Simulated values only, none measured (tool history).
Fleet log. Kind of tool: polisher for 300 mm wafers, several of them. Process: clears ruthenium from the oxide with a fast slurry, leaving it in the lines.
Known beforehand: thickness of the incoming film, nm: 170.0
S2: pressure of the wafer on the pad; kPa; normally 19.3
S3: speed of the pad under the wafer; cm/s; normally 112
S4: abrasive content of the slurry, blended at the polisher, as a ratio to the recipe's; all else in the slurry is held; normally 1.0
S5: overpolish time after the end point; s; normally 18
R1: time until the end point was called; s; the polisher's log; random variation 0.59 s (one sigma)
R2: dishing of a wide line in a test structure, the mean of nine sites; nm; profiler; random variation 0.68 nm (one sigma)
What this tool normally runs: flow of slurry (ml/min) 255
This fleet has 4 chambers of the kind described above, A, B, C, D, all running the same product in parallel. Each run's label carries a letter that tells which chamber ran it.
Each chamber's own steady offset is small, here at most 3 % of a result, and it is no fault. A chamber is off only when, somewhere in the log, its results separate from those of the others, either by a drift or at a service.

-- hour=2.4 chamber D: slurry blender recalibrated
run 1A hour=5.4 | flow_of_slurry_(ml/min)=255 S2=19.3 S3=112 S4=1.0 S5=18 | R1=44.193 R2=57.652
-- hour=7.3 chamber B: worn pad replaced by a new one
-- hour=11.3 chamber C: slurry nozzle cleaned
run 2B hour=13.7 | flow_of_slurry_(ml/min)=255 S2=19.3 S3=112 S4=1.0 S5=18 | R1=45.301 R2=54.690
run 3D hour=19.4 | flow_of_slurry_(ml/min)=255 S2=19.3 S3=112 S4=1.0 S5=18 | R1=45.161 R2=54.839
-- hour=23.7 chamber A: worn pad replaced by a new one
run 4C hour=26.1 | flow_of_slurry_(ml/min)=255 S2=19.3 S3=112 S4=1.0 S5=18 | R1=45.050 R2=56.275
run 5C hour=31.0 | flow_of_slurry_(ml/min)=255 S2=19.3 S3=90 S4=1.0 S5=18 | R1=54.162 R2=45.269
-- hour=35.3 chamber A: slurry blender recalibrated
run 6A hour=39.2 | flow_of_slurry_(ml/min)=255 S2=19.3 S3=90 S4=1.0 S5=18 | R1=53.891 R2=46.877
run 7B hour=43.7 | flow_of_slurry_(ml/min)=255 S2=19.3 S3=90 S4=1.0 S5=18 | R1=56.240 R2=46.278
run 8D hour=51.9 | flow_of_slurry_(ml/min)=255 S2=19.3 S3=90 S4=1.0 S5=18 | R1=55.388 R2=45.100
-- hour=54.6 chamber D: worn pad replaced by a new one
run 9D hour=59.1 | flow_of_slurry_(ml/min)=255 S2=19.3 S3=112 S4=1.0 S5=18 | R1=44.541 R2=56.239
run 10C hour=63.6 | flow_of_slurry_(ml/min)=255 S2=19.3 S3=112 S4=1.0 S5=18 | R1=44.556 R2=56.445
run 11B hour=69.6 | flow_of_slurry_(ml/min)=255 S2=19.3 S3=112 S4=1.0 S5=18 | R1=43.547 R2=54.628
run 12A hour=77.5 | flow_of_slurry_(ml/min)=255 S2=19.3 S3=112 S4=1.0 S5=18 | R1=44.518 R2=58.801
run 13A hour=83.2 | flow_of_slurry_(ml/min)=255 S2=15.9 S3=112 S4=1.0 S5=23 | R1=52.730 R2=60.716
run 14B hour=90.2 | flow_of_slurry_(ml/min)=255 S2=15.9 S3=112 S4=1.0 S5=23 | R1=54.359 R2=58.477
run 15D hour=94.5 | flow_of_slurry_(ml/min)=255 S2=15.9 S3=112 S4=1.0 S5=23 | R1=54.993 R2=57.908
run 16C hour=101.1 | flow_of_slurry_(ml/min)=255 S2=15.9 S3=112 S4=1.0 S5=23 | R1=54.075 R2=60.094
-- hour=106.5 chamber B: slurry blender recalibrated
run 17A hour=108.7 | flow_of_slurry_(ml/min)=255 S2=19.3 S3=112 S4=1.0 S5=18 | R1=43.908 R2=56.899
-- hour=112.1 chamber A: head pressure recalibrated
run 18D hour=115.7 | flow_of_slurry_(ml/min)=255 S2=19.3 S3=112 S4=1.0 S5=18 | R1=44.098 R2=55.120
-- hour=116.5 chamber C: worn pad replaced by a new one
run 19C hour=120.2 | flow_of_slurry_(ml/min)=180 S2=19.3 S3=112 S4=1.2 S5=18 | R1=42.899 R2=56.862
run 20B hour=124.8 | flow_of_slurry_(ml/min)=180 S2=19.3 S3=112 S4=1.2 S5=18 | R1=42.898 R2=57.630
run 21A hour=130.5 | flow_of_slurry_(ml/min)=180 S2=19.3 S3=112 S4=1.2 S5=18 | R1=38.913 R2=62.984
-- hour=133.2 chamber C: slurry blender recalibrated
-- hour=133.8 chamber D: slurry blender recalibrated
run 22C hour=134.8 | flow_of_slurry_(ml/min)=180 S2=19.3 S3=112 S4=1.2 S5=18 | R1=42.679 R2=57.783
-- hour=137.5 chamber C: head pressure recalibrated
run 23B hour=139.3 | flow_of_slurry_(ml/min)=255 S2=19.3 S3=112 S4=1.0 S5=24 | R1=45.138 R2=71.411
run 24D hour=146.7 | flow_of_slurry_(ml/min)=255 S2=19.3 S3=112 S4=1.0 S5=24 | R1=44.752 R2=71.039
run 25B hour=152.9 | flow_of_slurry_(ml/min)=255 S2=19.3 S3=112 S4=1.0 S5=24 | R1=44.265 R2=71.985
run 26C hour=156.6 | flow_of_slurry_(ml/min)=255 S2=19.3 S3=112 S4=1.0 S5=24 | R1=43.907 R2=71.592
run 27A hour=162.4 | flow_of_slurry_(ml/min)=255 S2=19.3 S3=112 S4=1.0 S5=18 | R1=40.786 R2=60.744
-- hour=162.5 chamber A: slurry blender recalibrated
-- hour=169.7 chamber B: worn pad replaced by a new one
run 28D hour=169.7 | flow_of_slurry_(ml/min)=255 S2=19.3 S3=112 S4=1.0 S5=18 | R1=44.992 R2=55.404
run 29D hour=176.3 | flow_of_slurry_(ml/min)=255 S2=19.3 S3=112 S4=1.0 S5=18 | R1=44.448 R2=55.271
run 30B hour=182.0 | flow_of_slurry_(ml/min)=255 S2=19.3 S3=112 S4=1.0 S5=18 | R1=43.214 R2=56.034
-- hour=183.7 chamber A: worn pad replaced by a new one
-- hour=184.5 chamber D: worn pad replaced by a new one
run 31C hour=187.7 | flow_of_slurry_(ml/min)=255 S2=19.3 S3=112 S4=1.0 S5=18 | R1=44.314 R2=55.691
run 32A hour=194.5 | flow_of_slurry_(ml/min)=255 S2=19.3 S3=112 S4=1.0 S5=18 | R1=41.001 R2=61.457
run 33A hour=199.1 | flow_of_slurry_(ml/min)=255 S2=19.3 S3=112 S4=1.0 S5=18 | R1=40.709 R2=61.715
run 34C hour=207.1 | flow_of_slurry_(ml/min)=255 S2=19.3 S3=112 S4=1.0 S5=18 | R1=43.238 R2=55.050
run 35D hour=212.6 | flow_of_slurry_(ml/min)=205 S2=24.1 S3=112 S4=1.0 S5=18 | R1=37.111 R2=65.461
run 36B hour=220.7 | flow_of_slurry_(ml/min)=205 S2=24.1 S3=112 S4=1.0 S5=18 | R1=36.525 R2=65.742
run 37A hour=224.4 | flow_of_slurry_(ml/min)=205 S2=24.1 S3=112 S4=1.0 S5=18 | R1=34.081 R2=72.307
run 38C hour=229.9 | flow_of_slurry_(ml/min)=205 S2=24.1 S3=112 S4=1.0 S5=18 | R1=36.977 R2=66.379
run 39D hour=236.6 | flow_of_slurry_(ml/min)=255 S2=19.3 S3=112 S4=1.0 S5=18 | R1=44.323 R2=54.542
-- hour=240.9 chamber B: slurry blender recalibrated
run 40B hour=242.4 | flow_of_slurry_(ml/min)=255 S2=19.3 S3=112 S4=1.0 S5=18 | R1=44.128 R2=55.525

Is one chamber out of step, is the gauge drifting, or do the chambers differ by no more than their own small offsets? For an off chamber, give its letter and the likeliest cause.

The work done on chamber A during a service left it standing apart from the others.
Cause: head's pressure above its setpoint, % = 7.97.

Chamber A could run next with any of the 4 candidate recipes listed below; each alters the usual settings, and their results appear as question marks. Which one brings its results back in line with what the other chambers deliver on the usual settings?
A result is in line if it is within this distance of the other chambers' mean on the usual settings: R1 2.100 s; R2 2.400 nm
run 41A-1 hour=248.4 | flow_of_slurry_(ml/min)=255 S2=19.3 S3=110 S4=1.0 S5=18 | R1=? R2=?
run 41A-2 hour=248.4 | flow_of_slurry_(ml/min)=255 S2=18.6 S3=108 S4=1.0 S5=17 | R1=? R2=?
run 41A-3 hour=248.4 | flow_of_slurry_(ml/min)=255 S2=20.0 S3=116 S4=1.0 S5=19 | R1=? R2=?
run 41A-4 hour=248.4 | flow_of_slurry_(ml/min)=255 S2=19.3 S3=114 S4=1.0 S5=18 | R1=? R2=?

The mean the other chambers reach with the usual settings: R1 44.473 s; R2 55.689 nm
run=41A-1 R1=41.148 R2=60.347
run=41A-2 R1=43.446 R2=54.658
run=41A-3 R1=37.695 R2=68.297
run=41A-4 R1=39.714 R2=62.260
41A-2 is the one that brings the chamber's results back in line with the other chambers.
